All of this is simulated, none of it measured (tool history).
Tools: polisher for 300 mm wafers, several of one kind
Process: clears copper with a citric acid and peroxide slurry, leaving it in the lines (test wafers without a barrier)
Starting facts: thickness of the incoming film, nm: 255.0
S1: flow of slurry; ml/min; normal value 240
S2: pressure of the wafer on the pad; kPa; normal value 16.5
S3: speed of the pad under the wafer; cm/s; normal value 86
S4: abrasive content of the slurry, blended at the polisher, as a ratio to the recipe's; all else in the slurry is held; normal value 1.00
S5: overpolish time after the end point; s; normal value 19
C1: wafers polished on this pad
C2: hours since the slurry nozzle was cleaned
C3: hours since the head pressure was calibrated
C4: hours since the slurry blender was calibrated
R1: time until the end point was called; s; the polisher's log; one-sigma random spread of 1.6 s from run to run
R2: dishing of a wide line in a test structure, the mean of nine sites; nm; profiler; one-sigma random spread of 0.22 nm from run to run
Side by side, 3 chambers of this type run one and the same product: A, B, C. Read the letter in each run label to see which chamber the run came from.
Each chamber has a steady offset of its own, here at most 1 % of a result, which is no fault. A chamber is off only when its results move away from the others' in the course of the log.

Run 1B, day 0.271: usual settings; C1 247; C2 638.2; C3 1096.9; C4 262.0. Result: R1 151.47 s, R2 19.304 nm.
At day 0.383: chamber B: slurry blender recalibrated.
Run 2C, day 0.467: usual settings; C1 887; C2 244.8; C3 817.0; C4 94.8. Result: R1 147.77 s, R2 19.082 nm.
Run 3A, day 0.808: usual settings; C1 668; C2 205.6; C3 471.1; C4 89.5. Result: R1 147.86 s, R2 19.039 nm.
At day 0.883: chamber A: worn pad replaced by a new one.
Run 4C, day 1.071: usual settings; C1 1005; C2 259.3; C3 831.5; C4 109.3. Result: R1 147.79 s, R2 18.777 nm.
Run 5B, day 1.475: usual settings; C1 483; C2 667.1; C3 1125.8; C4 26.3. Result: R1 148.61 s, R2 19.349 nm.
Run 6A, day 1.804: usual settings but S1 190 ml/min, S2 20.7 kPa; C1 180; C2 229.5; C3 495.0; C4 113.4. Result: R1 121.45 s, R2 21.857 nm.
At day 2.017: chamber C: worn pad replaced by a new one.
Run 7C, day 2.054: usual settings but S1 190 ml/min, S2 20.7 kPa; C1 7; C2 282.9; C3 855.1; C4 132.9. Result: R1 126.08 s, R2 21.560 nm.
Run 8B, day 2.379: usual settings but S1 190 ml/min, S2 20.7 kPa; C1 659; C2 688.8; C3 1147.5; C4 48.0. Result: R1 124.23 s, R2 22.083 nm.
Run 9A, day 2.738: usual settings; C1 362; C2 251.9; C3 517.4; C4 135.8. Result: R1 149.29 s, R2 18.940 nm.
At day 2.742: chamber B: worn pad replaced by a new one.
Run 10C, day 3.054: usual settings; C1 202; C2 306.9; C3 879.1; C4 156.9. Result: R1 149.11 s, R2 19.036 nm.
Run 11A, day 3.454: usual settings; C1 502; C2 269.1; C3 534.6; C4 153.0. Result: R1 146.33 s, R2 19.175 nm.
Run 12B, day 3.746: usual settings; C1 196; C2 721.6; C3 1180.3; C4 80.8. Result: R1 149.99 s, R2 19.186 nm.
Run 13B, day 4.088: usual settings; C1 262; C2 729.8; C3 1188.5; C4 89.0. Result: R1 147.21 s, R2 19.732 nm.
At day 4.142: chamber A: slurry nozzle cleaned.
At day 4.221: chamber A: worn pad replaced by a new one.
Run 14A, day 4.271: usual settings; C1 10; C2 3.2; C3 554.2; C4 172.6. Result: R1 149.25 s, R2 19.149 nm.
Run 15C, day 4.592: usual settings; C1 503; C2 343.8; C3 916.0; C4 193.8. Result: R1 155.27 s, R2 19.026 nm.
Run 16B, day 4.792: usual settings; C1 400; C2 746.7; C3 1205.4; C4 105.9. Result: R1 145.75 s, R2 19.459 nm.
Run 17C, day 4.988: usual settings; C1 580; C2 353.3; C3 925.5; C4 203.3. Result: R1 154.40 s, R2 19.089 nm.
Run 18A, day 5.217: usual settings; C1 195; C2 25.9; C3 576.9; C4 195.3. Result: R1 150.07 s, R2 18.872 nm.
Run 19C, day 5.633: usual settings; C1 706; C2 368.8; C3 941.0; C4 218.8. Result: R1 153.79 s, R2 19.123 nm.
Run 20A, day 5.921: usual settings; C1 332; C2 42.8; C3 593.8; C4 212.2. Result: R1 149.09 s, R2 18.797 nm.
Run 21B, day 6.104: usual settings; C1 656; C2 778.2; C3 1236.9; C4 137.4. Result: R1 151.23 s, R2 19.040 nm.
Run 22A, day 6.442: usual settings; C1 434; C2 55.3; C3 606.3; C4 224.7. Result: R1 149.01 s, R2 18.904 nm.
At day 6.504: chamber A: slurry blender recalibrated.
At day 6.658: chamber B: worn pad replaced by a new one.
Run 23C, day 6.842: usual settings; C1 942; C2 397.8; C3 970.0; C4 247.8. Result: R1 153.48 s, R2 18.708 nm.
Run 24B, day 7.033: usual settings but S1 320 ml/min, S5 27 s; C1 73; C2 800.5; C3 1259.2; C4 159.7. Result: R1 144.45 s, R2 24.982 nm.
Run 25A, day 7.346: usual settings but S1 320 ml/min, S5 27 s; C1 610; C2 77.0; C3 628.0; C4 20.2. Result: R1 143.96 s, R2 24.868 nm.
At day 7.629: chamber C: slurry blender recalibrated.
Run 26C, day 7.725: usual settings but S1 320 ml/min, S5 27 s; C1 1115; C2 419.0; C3 991.2; C4 2.4. Result: R1 148.62 s, R2 24.069 nm.
Run 27B, day 8.058: usual settings; C1 273; C2 825.1; C3 1283.8; C4 184.3. Result: R1 150.70 s, R2 19.507 nm.
Run 28A, day 8.442: usual settings but S3 56 cm/s; C1 824; C2 103.3; C3 654.3; C4 46.5. Result: R1 221.55 s, R2 13.937 nm.
Run 29C, day 8.662: usual settings but S3 56 cm/s; C1 1298; C2 441.5; C3 1013.7; C4 24.9. Result: R1 238.40 s, R2 13.339 nm.
At day 8.679: chamber A: worn pad replaced by a new one.
At day 8.688: chamber C: worn pad replaced by a new one.
Run 30B, day 8.862: usual settings but S3 56 cm/s; C1 430; C2 844.4; C3 1303.1; C4 203.6. Result: R1 224.97 s, R2 14.061 nm.
Run 31B, day 9.171: usual settings but S4 1.15; C1 490; C2 851.8; C3 1310.5; C4 211.0. Result: R1 143.21 s, R2 19.369 nm.
Run 32C, day 9.496: usual settings but S4 1.15; C1 158; C2 461.5; C3 1033.7; C4 44.9. Result: R1 154.22 s, R2 19.119 nm.
Run 33A, day 9.754: usual settings but S4 1.15; C1 210; C2 134.8; C3 685.8; C4 78.0. Result: R1 144.75 s, R2 19.417 nm.

Next, every chamber runs the same settings. What will each give?
Run 34A, day 10.054: usual settings. Result: R1 ?, R2 ?.
Run 34B, day 10.054: usual settings. Result: R1 ?, R2 ?.
Run 34C, day 10.054: usual settings. Result: R1 ?, R2 ?.

run      R1      R2
34A  148.47  19.041
34B  146.84  19.399
34C  157.29  18.328

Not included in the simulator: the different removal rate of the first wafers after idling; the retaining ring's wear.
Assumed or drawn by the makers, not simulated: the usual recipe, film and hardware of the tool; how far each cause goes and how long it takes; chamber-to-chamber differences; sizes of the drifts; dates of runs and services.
